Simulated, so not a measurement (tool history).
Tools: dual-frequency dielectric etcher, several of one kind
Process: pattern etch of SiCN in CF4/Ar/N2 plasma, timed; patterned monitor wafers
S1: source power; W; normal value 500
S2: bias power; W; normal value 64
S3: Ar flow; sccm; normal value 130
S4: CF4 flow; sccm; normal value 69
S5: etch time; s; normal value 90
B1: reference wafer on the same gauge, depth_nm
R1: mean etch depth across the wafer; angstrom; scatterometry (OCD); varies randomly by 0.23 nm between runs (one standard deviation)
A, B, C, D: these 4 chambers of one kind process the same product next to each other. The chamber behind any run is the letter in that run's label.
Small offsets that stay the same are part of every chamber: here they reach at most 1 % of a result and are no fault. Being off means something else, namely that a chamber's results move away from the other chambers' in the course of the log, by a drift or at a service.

run    day   S1  S2   S3  S4   S5      B1      R1
 1A  0.142  500  64  130  69   90  71.731  785.28
 2B  0.279  500  64  130  69   90  71.829   788.3
 3C  0.583  500  64  130  69   90  71.747  788.33
 4D  0.725  500  64  130  69   90  71.832  780.02
 5A  0.912  500  64  130  69   90  71.771  785.75
 6B  1.208  500  64  130  69   90  71.835  789.51
     1.483  -- chamber B: wet clean of the chamber
 7D  1.483  500  64  130  69   90  71.797  779.06
 8C  1.775  500  64  130  69   90    71.8  784.15
 9A  2.062  500  64  130  69   90  71.818  785.87
10D    2.2  500  64  130  69   90  71.778  780.87
11B  2.383  500  64  130  69   90    71.8   791.4
12C  2.608  600  64  130  69   90  71.809  922.37
13B  2.846  600  64  130  69   90   71.77  919.95
14A  2.983  600  64  130  69   90   71.82  920.13
15C  3.221  600  64  130  69   90  71.841  919.82
16D  3.408  500  64  130  69   90  71.815  782.47
17B  3.633  500  64  130  69   90  71.741  787.45
18C   3.85  500  64  130  69   90  71.825  783.95
19D  4.117  500  64  130  69  115  71.784  992.87
20A  4.417  500  64  130  69  115  71.756    1001
     4.562  -- chamber A: bias power generator calibrated
21B  4.633  500  64  130  69  115  71.815  1008.1
22D  4.812  500  64  130  69  115  71.795  995.14
23A  5.075  500  64  130  69   90    71.8     781
24C  5.271  500  64  130  69   90  71.792  787.53
25B  5.458  500  78  130  55   90  71.791  810.77
26D  5.717  500  78  130  55   90  71.797  807.42
27C  5.867  500  78  130  55   90  71.809  810.45
28A  6.075  500  78  130  55   90  71.775  808.13
29C  6.312  500  64  130  69   90  71.772  789.73
30B  6.521  440  64  104  69   90  71.766  735.03
31D  6.746  440  64  104  69   90  71.788  724.97
32A  7.021  440  64  104  69   90   71.83  726.31

One chamber off, gauge drift, or nothing amiss beyond the chambers' own small offsets? If it is a chamber, which one, and what is the likeliest cause?

Beyond each chamber's small constant offset nothing stands out, and the gauge stays steady.

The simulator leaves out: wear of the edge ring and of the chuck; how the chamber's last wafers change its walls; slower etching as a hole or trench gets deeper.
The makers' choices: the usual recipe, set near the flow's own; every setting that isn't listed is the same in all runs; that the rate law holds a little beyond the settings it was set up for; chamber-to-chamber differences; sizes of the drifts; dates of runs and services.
